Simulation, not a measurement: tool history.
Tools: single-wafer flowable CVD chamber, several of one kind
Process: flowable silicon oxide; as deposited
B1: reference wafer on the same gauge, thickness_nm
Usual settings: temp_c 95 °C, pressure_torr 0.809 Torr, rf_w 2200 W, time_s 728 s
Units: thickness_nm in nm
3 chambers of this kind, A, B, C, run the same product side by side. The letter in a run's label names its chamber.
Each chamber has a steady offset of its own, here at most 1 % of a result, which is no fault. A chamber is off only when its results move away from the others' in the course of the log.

{"run": "1A", "hour": 4.2, "temp_c": 95, "pressure_torr": 0.809, "rf_w": 2200, "time_s": 728, "B1": 626.18, "thickness_nm": 533.9}
{"run": "2B", "hour": 8.0, "temp_c": 95, "pressure_torr": 0.809, "rf_w": 2200, "time_s": 728, "B1": 626.16, "thickness_nm": 539.76}
{"run": "3C", "hour": 10.7, "temp_c": 95, "pressure_torr": 0.809, "rf_w": 2200, "time_s": 728, "B1": 626.27, "thickness_nm": 538.95}
{"run": "4A", "hour": 15.1, "temp_c": 95, "pressure_torr": 0.809, "rf_w": 2200, "time_s": 728, "B1": 626.09, "thickness_nm": 532.4}
{"run": "5B", "hour": 20.3, "temp_c": 95, "pressure_torr": 0.809, "rf_w": 2200, "time_s": 728, "B1": 625.91, "thickness_nm": 540.07}
{"hour": 21.1, "done": "chamber B: thermocouple changed; heater temperature recalibrated"}
{"run": "6C", "hour": 26.5, "temp_c": 95, "pressure_torr": 0.809, "rf_w": 2200, "time_s": 728, "B1": 625.68, "thickness_nm": 533.26}
{"run": "7C", "hour": 29.2, "temp_c": 95, "pressure_torr": 0.809, "rf_w": 2200, "time_s": 728, "B1": 626.16, "thickness_nm": 538.34}
{"run": "8B", "hour": 32.1, "temp_c": 95, "pressure_torr": 0.809, "rf_w": 2200, "time_s": 728, "B1": 625.9, "thickness_nm": 538.83}
{"run": "9A", "hour": 37.2, "temp_c": 95, "pressure_torr": 0.809, "rf_w": 2200, "time_s": 728, "B1": 625.83, "thickness_nm": 534.15}
{"run": "10C", "hour": 42.5, "temp_c": 95, "pressure_torr": 0.809, "rf_w": 2200, "time_s": 728, "B1": 626.32, "thickness_nm": 535.87}
{"run": "11A", "hour": 47.4, "temp_c": 95, "pressure_torr": 0.809, "rf_w": 2200, "time_s": 728, "B1": 625.97, "thickness_nm": 535.76}
{"run": "12B", "hour": 51.5, "temp_c": 95, "pressure_torr": 0.809, "rf_w": 2200, "time_s": 728, "B1": 626.0, "thickness_nm": 540.9}
{"run": "13B", "hour": 55.0, "temp_c": 100, "pressure_torr": 0.809, "rf_w": 2200, "time_s": 728, "B1": 626.21, "thickness_nm": 459.72}
{"run": "14A", "hour": 59.1, "temp_c": 100, "pressure_torr": 0.809, "rf_w": 2200, "time_s": 728, "B1": 626.69, "thickness_nm": 456.42}
{"run": "15C", "hour": 63.3, "temp_c": 100, "pressure_torr": 0.809, "rf_w": 2200, "time_s": 728, "B1": 626.45, "thickness_nm": 455.92}
{"run": "16A", "hour": 66.5, "temp_c": 95, "pressure_torr": 0.809, "rf_w": 2200, "time_s": 728, "B1": 626.16, "thickness_nm": 534.0}
{"run": "17B", "hour": 70.5, "temp_c": 90, "pressure_torr": 0.997, "rf_w": 2200, "time_s": 728, "B1": 625.66, "thickness_nm": 820.67}
{"run": "18C", "hour": 73.4, "temp_c": 90, "pressure_torr": 0.997, "rf_w": 2200, "time_s": 728, "B1": 626.15, "thickness_nm": 822.49}
{"run": "19B", "hour": 78.4, "temp_c": 90, "pressure_torr": 0.997, "rf_w": 2200, "time_s": 728, "B1": 626.22, "thickness_nm": 822.26}
{"run": "20C", "hour": 83.3, "temp_c": 95, "pressure_torr": 0.809, "rf_w": 2200, "time_s": 728, "B1": 625.55, "thickness_nm": 532.07}
{"run": "21A", "hour": 87.1, "temp_c": 95, "pressure_torr": 0.809, "rf_w": 2200, "time_s": 728, "B1": 626.12, "thickness_nm": 533.7}
{"run": "22A", "hour": 92.1, "temp_c": 95, "pressure_torr": 0.809, "rf_w": 2200, "time_s": 728, "B1": 626.1, "thickness_nm": 538.73}
{"run": "23B", "hour": 95.3, "temp_c": 95, "pressure_torr": 0.809, "rf_w": 2200, "time_s": 728, "B1": 625.38, "thickness_nm": 532.64}
{"run": "24C", "hour": 98.1, "temp_c": 95, "pressure_torr": 0.809, "rf_w": 2200, "time_s": 728, "B1": 625.96, "thickness_nm": 536.83}
{"run": "25A", "hour": 101.3, "temp_c": 95, "pressure_torr": 0.809, "rf_w": 2200, "time_s": 728, "B1": 626.99, "thickness_nm": 533.5}
{"run": "26B", "hour": 104.6, "temp_c": 95, "pressure_torr": 0.809, "rf_w": 2200, "time_s": 728, "B1": 625.74, "thickness_nm": 534.1}
{"run": "27C", "hour": 108.2, "temp_c": 95, "pressure_torr": 0.809, "rf_w": 2200, "time_s": 728, "B1": 625.39, "thickness_nm": 536.46}
{"run": "28C", "hour": 114.4, "temp_c": 86, "pressure_torr": 0.809, "rf_w": 2200, "time_s": 667, "B1": 625.49, "thickness_nm": 651.22}
{"run": "29B", "hour": 117.2, "temp_c": 86, "pressure_torr": 0.809, "rf_w": 2200, "time_s": 667, "B1": 625.96, "thickness_nm": 645.64}
{"run": "30A", "hour": 122.3, "temp_c": 86, "pressure_torr": 0.809, "rf_w": 2200, "time_s": 667, "B1": 626.17, "thickness_nm": 653.4}
{"run": "31B", "hour": 126.9, "temp_c": 95, "pressure_torr": 0.809, "rf_w": 2200, "time_s": 728, "B1": 625.73, "thickness_nm": 528.68}
{"run": "32A", "hour": 130.6, "temp_c": 89, "pressure_torr": 0.809, "rf_w": 1945, "time_s": 728, "B1": 625.42, "thickness_nm": 633.23}
{"run": "33C", "hour": 135.6, "temp_c": 89, "pressure_torr": 0.809, "rf_w": 1945, "time_s": 728, "B1": 626.86, "thickness_nm": 637.88}
{"run": "34B", "hour": 140.4, "temp_c": 89, "pressure_torr": 0.809, "rf_w": 1945, "time_s": 728, "B1": 625.54, "thickness_nm": 624.71}
{"run": "35C", "hour": 144.8, "temp_c": 95, "pressure_torr": 0.809, "rf_w": 2200, "time_s": 728, "B1": 625.77, "thickness_nm": 537.58}
{"run": "36A", "hour": 149.6, "temp_c": 95, "pressure_torr": 0.809, "rf_w": 2200, "time_s": 728, "B1": 625.8, "thickness_nm": 533.24}
{"run": "37B", "hour": 152.4, "temp_c": 95, "pressure_torr": 0.809, "rf_w": 2200, "time_s": 728, "B1": 626.11, "thickness_nm": 526.29}
{"run": "38A", "hour": 156.3, "temp_c": 95, "pressure_torr": 0.809, "rf_w": 2200, "time_s": 728, "B1": 625.87, "thickness_nm": 532.31}
{"run": "39C", "hour": 160.2, "temp_c": 95, "pressure_torr": 0.809, "rf_w": 2200, "time_s": 728, "B1": 625.85, "thickness_nm": 535.45}
{"run": "40C", "hour": 163.8, "temp_c": 95, "pressure_torr": 0.809, "rf_w": 2200, "time_s": 728, "B1": 625.64, "thickness_nm": 535.48}
{"run": "41A", "hour": 169.7, "temp_c": 95, "pressure_torr": 0.809, "rf_w": 2200, "time_s": 728, "B1": 626.93, "thickness_nm": 537.72}

All 3 chambers run these settings next. Forecast each chamber's results:
{"run": "42A", "hour": 174.2, "temp_c": 86, "pressure_torr": 0.809, "rf_w": 2200, "time_s": 728, "thickness_nm": "?"}
{"run": "42B", "hour": 174.2, "temp_c": 86, "pressure_torr": 0.809, "rf_w": 2200, "time_s": 728, "thickness_nm": "?"}
{"run": "42C", "hour": 174.2, "temp_c": 86, "pressure_torr": 0.809, "rf_w": 2200, "time_s": 728, "thickness_nm": "?"}

run=42A thickness_nm=709.18
run=42B thickness_nm=694.78
run=42C thickness_nm=713.08

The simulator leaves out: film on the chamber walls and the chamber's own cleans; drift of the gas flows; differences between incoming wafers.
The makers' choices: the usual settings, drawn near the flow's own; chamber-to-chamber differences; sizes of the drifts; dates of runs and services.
